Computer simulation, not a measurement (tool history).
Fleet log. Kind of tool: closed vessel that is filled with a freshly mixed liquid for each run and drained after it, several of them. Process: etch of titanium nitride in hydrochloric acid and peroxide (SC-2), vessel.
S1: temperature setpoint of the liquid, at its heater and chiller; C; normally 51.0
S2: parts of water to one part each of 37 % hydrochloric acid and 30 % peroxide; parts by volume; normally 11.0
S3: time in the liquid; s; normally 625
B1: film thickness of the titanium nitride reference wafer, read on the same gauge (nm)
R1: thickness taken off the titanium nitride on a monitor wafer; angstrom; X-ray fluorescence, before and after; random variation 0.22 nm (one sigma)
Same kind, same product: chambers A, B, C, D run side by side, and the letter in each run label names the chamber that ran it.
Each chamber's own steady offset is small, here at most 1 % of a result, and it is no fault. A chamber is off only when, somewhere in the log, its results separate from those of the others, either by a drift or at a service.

Run 1C, day 0.342: usual settings; B1 110.02. Result: R1 271.35 angstrom.
Run 2D, day 0.692: usual settings; B1 110.00. Result: R1 271.12 angstrom.
Run 3A, day 0.979: usual settings; B1 109.99. Result: R1 269.93 angstrom.
Run 4B, day 1.204: usual settings; B1 110.01. Result: R1 270.28 angstrom.
Run 5D, day 1.454: usual settings; B1 110.00. Result: R1 273.53 angstrom.
Run 6C, day 1.808: usual settings; B1 110.02. Result: R1 272.10 angstrom.
Run 7B, day 2.033: usual settings; B1 109.99. Result: R1 268.79 angstrom.
Run 8A, day 2.338: usual settings; B1 109.98. Result: R1 267.52 angstrom.
Run 9A, day 2.654: usual settings; B1 109.99. Result: R1 267.66 angstrom.
Run 10D, day 2.979: usual settings; B1 110.02. Result: R1 264.39 angstrom.
Run 11B, day 3.142: usual settings; B1 110.01. Result: R1 274.21 angstrom.
Run 12C, day 3.362: usual settings; B1 110.00. Result: R1 271.75 angstrom.
Run 13A, day 3.608: usual settings; B1 110.00. Result: R1 269.36 angstrom.
Run 14D, day 3.829: usual settings; B1 109.99. Result: R1 270.59 angstrom.
Run 15C, day 4.146: usual settings; B1 110.00. Result: R1 269.84 angstrom.
Run 16B, day 4.429: usual settings; B1 110.00. Result: R1 269.93 angstrom.
Run 17D, day 4.758: usual settings; B1 110.01. Result: R1 266.90 angstrom.
Run 18B, day 5.054: usual settings; B1 109.99. Result: R1 272.45 angstrom.
At day 5.208: chamber A: new drum of peroxide connected.
Run 19C, day 5.217: usual settings; B1 110.00. Result: R1 269.49 angstrom.
Run 20A, day 5.471: usual settings; B1 110.01. Result: R1 268.84 angstrom.
Run 21D, day 5.700: usual settings; B1 110.00. Result: R1 266.41 angstrom.
Run 22B, day 5.967: usual settings; B1 109.97. Result: R1 268.79 angstrom.
Run 23A, day 6.208: usual settings; B1 110.01. Result: R1 269.36 angstrom.
Run 24C, day 6.529: usual settings; B1 109.98. Result: R1 270.44 angstrom.
Run 25D, day 6.742: usual settings; B1 110.00. Result: R1 269.79 angstrom.
Run 26B, day 7.075: usual settings; B1 109.99. Result: R1 268.73 angstrom.
Run 27C, day 7.267: usual settings; B1 110.00. Result: R1 271.04 angstrom.
At day 7.467: chamber B: new drum of peroxide connected.
Run 28A, day 7.483: usual settings; B1 110.00. Result: R1 263.74 angstrom.
Run 29C, day 7.825: usual settings; B1 110.00. Result: R1 266.05 angstrom.
Run 30A, day 8.129: usual settings; B1 109.99. Result: R1 271.52 angstrom.
Run 31D, day 8.400: usual settings; B1 110.00. Result: R1 271.09 angstrom.
Run 32B, day 8.567: usual settings but S2 14.0 parts by volume, S3 355 s; B1 110.01. Result: R1 124.36 angstrom.
Run 33A, day 8.912: usual settings but S2 14.0 parts by volume, S3 355 s; B1 110.00. Result: R1 123.90 angstrom.
Run 34C, day 9.100: usual settings but S2 14.0 parts by volume, S3 355 s; B1 109.99. Result: R1 125.80 angstrom.
Run 35D, day 9.288: usual settings but S2 14.0 parts by volume, S3 355 s; B1 110.00. Result: R1 126.87 angstrom.
Run 36B, day 9.608: usual settings; B1 110.00. Result: R1 271.74 angstrom.
Run 37D, day 9.912: usual settings; B1 110.02. Result: R1 268.70 angstrom.
Run 38A, day 10.212: usual settings; B1 110.01. Result: R1 265.84 angstrom.
Run 39C, day 10.525: usual settings; B1 110.00. Result: R1 271.78 angstrom.
Run 40B, day 10.796: usual settings; B1 110.02. Result: R1 270.94 angstrom.
Run 41A, day 11.071: usual settings; B1 109.99. Result: R1 268.76 angstrom.
Run 42C, day 11.267: usual settings; B1 110.01. Result: R1 268.06 angstrom.
Run 43B, day 11.542: usual settings but S1 57.5 C, S2 7.5 parts by volume; B1 109.99. Result: R1 556.55 angstrom.
Run 44D, day 11.817: usual settings but S1 57.5 C, S2 7.5 parts by volume; B1 110.00. Result: R1 552.11 angstrom.

Which is it: a chamber that has drifted or been left off by a service, a gauge drift common to all chambers, or only each chamber's usual small offset? If a chamber is off, name it and its likeliest cause.

Neither any chamber nor the gauge drifts; the chambers differ only by their own small, steady offsets.

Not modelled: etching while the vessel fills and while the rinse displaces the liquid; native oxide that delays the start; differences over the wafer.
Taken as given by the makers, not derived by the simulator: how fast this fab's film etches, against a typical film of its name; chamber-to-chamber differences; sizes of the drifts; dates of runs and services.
